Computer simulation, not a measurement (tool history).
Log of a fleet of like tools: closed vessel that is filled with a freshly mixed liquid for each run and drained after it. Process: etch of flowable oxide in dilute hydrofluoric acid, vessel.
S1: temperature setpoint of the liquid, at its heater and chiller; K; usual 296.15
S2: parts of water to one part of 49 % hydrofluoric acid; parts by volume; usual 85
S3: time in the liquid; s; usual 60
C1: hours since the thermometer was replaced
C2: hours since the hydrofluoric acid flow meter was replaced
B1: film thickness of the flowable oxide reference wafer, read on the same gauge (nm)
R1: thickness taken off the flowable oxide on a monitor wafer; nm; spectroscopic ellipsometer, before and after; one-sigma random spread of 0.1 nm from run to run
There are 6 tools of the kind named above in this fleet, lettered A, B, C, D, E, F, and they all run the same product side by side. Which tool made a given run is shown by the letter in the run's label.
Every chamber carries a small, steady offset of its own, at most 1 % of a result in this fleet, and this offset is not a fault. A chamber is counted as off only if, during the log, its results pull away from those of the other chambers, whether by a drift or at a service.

Run 1E, hour 11.6: usual settings; C1 239.8; C2 13.3; B1 130.01. Result: R1 18.417 nm.
Run 2D, hour 19.7: usual settings; C1 1252.4; C2 1337.6; B1 130.00. Result: R1 18.191 nm.
Run 3B, hour 27.8: usual settings; C1 3205.9; C2 153.8; B1 130.00. Result: R1 18.130 nm.
Run 4F, hour 39.6: usual settings; C1 2145.3; C2 66.5; B1 130.00. Result: R1 18.606 nm.
Run 5C, hour 52.2: usual settings; C1 173.8; C2 362.0; B1 130.00. Result: R1 18.162 nm.
Run 6A, hour 64.1: usual settings; C1 280.8; C2 1897.6; B1 130.01. Result: R1 18.060 nm.
Run 7B, hour 75.3: usual settings; C1 3253.4; C2 201.3; B1 130.00. Result: R1 18.374 nm.
Run 8D, hour 84.4: usual settings; C1 1317.1; C2 1402.3; B1 130.00. Result: R1 18.022 nm.
Run 9A, hour 90.4: usual settings; C1 307.1; C2 1923.9; B1 130.00. Result: R1 18.113 nm.
Run 10C, hour 99.2: usual settings but S3 95 s; C1 220.8; C2 409.0; B1 130.02. Result: R1 29.012 nm.
At hour 104.5: chamber B: thermometer replaced.
Run 11F, hour 106.3: usual settings but S3 95 s; C1 2212.0; C2 133.2; B1 130.00. Result: R1 29.101 nm.
Run 12E, hour 112.0: usual settings but S3 95 s; C1 340.2; C2 113.7; B1 129.98. Result: R1 28.944 nm.
Run 13F, hour 119.1: usual settings but S3 95 s; C1 2224.8; C2 146.0; B1 130.00. Result: R1 28.979 nm.
Run 14D, hour 130.4: usual settings but S3 95 s; C1 1363.1; C2 1448.3; B1 130.00. Result: R1 28.413 nm.
Run 15A, hour 141.5: usual settings but S3 95 s; C1 358.2; C2 1975.0; B1 129.99. Result: R1 28.722 nm.
Run 16E, hour 147.4: usual settings; C1 375.6; C2 149.1; B1 130.02. Result: R1 18.403 nm.
Run 17C, hour 155.2: usual settings; C1 276.8; C2 465.0; B1 129.98. Result: R1 18.328 nm.
Run 18B, hour 162.1: usual settings; C1 57.6; C2 288.1; B1 130.02. Result: R1 18.331 nm.
Run 19F, hour 172.3: usual settings; C1 2278.0; C2 199.2; B1 130.00. Result: R1 18.206 nm.
Run 20A, hour 184.7: usual settings; C1 401.4; C2 2018.2; B1 130.02. Result: R1 18.125 nm.
Run 21D, hour 197.7: usual settings; C1 1430.4; C2 1515.6; B1 129.99. Result: R1 18.137 nm.
Run 22C, hour 209.8: usual settings; C1 331.4; C2 519.6; B1 130.00. Result: R1 18.170 nm.
Run 23B, hour 220.7: usual settings; C1 116.2; C2 346.7; B1 130.01. Result: R1 18.357 nm.
Run 24E, hour 231.5: usual settings; C1 459.7; C2 233.2; B1 130.03. Result: R1 18.317 nm.
Run 25B, hour 244.5: usual settings; C1 140.0; C2 370.5; B1 130.02. Result: R1 18.336 nm.
Run 26D, hour 255.7: usual settings; C1 1488.4; C2 1573.6; B1 130.02. Result: R1 18.357 nm.
Run 27A, hour 266.6: usual settings; C1 483.3; C2 2100.1; B1 130.00. Result: R1 18.022 nm.
Run 28F, hour 278.0: usual settings; C1 2383.7; C2 304.9; B1 129.99. Result: R1 18.156 nm.
Run 29E, hour 290.4: usual settings; C1 518.6; C2 292.1; B1 130.00. Result: R1 18.445 nm.
Run 30C, hour 298.6: usual settings; C1 420.2; C2 608.4; B1 130.00. Result: R1 18.217 nm.
At hour 307.9: chamber C: hydrofluoric acid flow meter replaced.
At hour 310.9: chamber D: hydrofluoric acid flow meter replaced.
Run 31D, hour 311.2: usual settings but S1 293.15 K, S2 50 parts by volume; C1 1543.9; C2 0.4; B1 129.99. Result: R1 28.431 nm.
Run 32B, hour 319.0: usual settings but S1 293.15 K, S2 50 parts by volume; C1 214.5; C2 445.0; B1 130.01. Result: R1 28.449 nm.
Run 33F, hour 331.2: usual settings but S1 293.15 K, S2 50 parts by volume; C1 2436.9; C2 358.1; B1 130.00. Result: R1 28.745 nm.
Run 34C, hour 337.0: usual settings but S1 293.15 K, S2 50 parts by volume; C1 458.6; C2 29.1; B1 130.00. Result: R1 28.831 nm.
Run 35A, hour 344.1: usual settings but S1 293.15 K, S2 50 parts by volume; C1 560.8; C2 2177.6; B1 130.00. Result: R1 28.726 nm.
Run 36E, hour 354.7: usual settings but S1 293.15 K, S2 50 parts by volume; C1 582.9; C2 356.4; B1 130.02. Result: R1 29.218 nm.
At hour 355.5: chamber A: hydrofluoric acid flow meter replaced.
Run 37E, hour 361.4: usual settings; C1 589.6; C2 363.1; B1 130.02. Result: R1 18.502 nm.
Run 38C, hour 373.0: usual settings; C1 494.6; C2 65.1; B1 130.00. Result: R1 18.305 nm.
Run 39D, hour 379.4: usual settings; C1 1612.1; C2 68.6; B1 130.01. Result: R1 18.246 nm.
Run 40B, hour 387.7: usual settings; C1 283.2; C2 513.7; B1 129.98. Result: R1 18.286 nm.
Run 41F, hour 393.5: usual settings; C1 2499.2; C2 420.4; B1 129.99. Result: R1 18.353 nm.
Run 42A, hour 403.9: usual settings; C1 620.6; C2 48.4; B1 130.00. Result: R1 18.152 nm.
Run 43C, hour 414.6: usual settings; C1 536.2; C2 106.7; B1 130.00. Result: R1 18.401 nm.

Read the log: is a single chamber off, either drifting away or since a service, is the gauge that measures every chamber drifting, or is nothing wrong beyond small per-chamber offsets? Name any odd chamber and what most likely caused it.

Beyond each chamber's small constant offset nothing stands out, and the gauge stays steady.
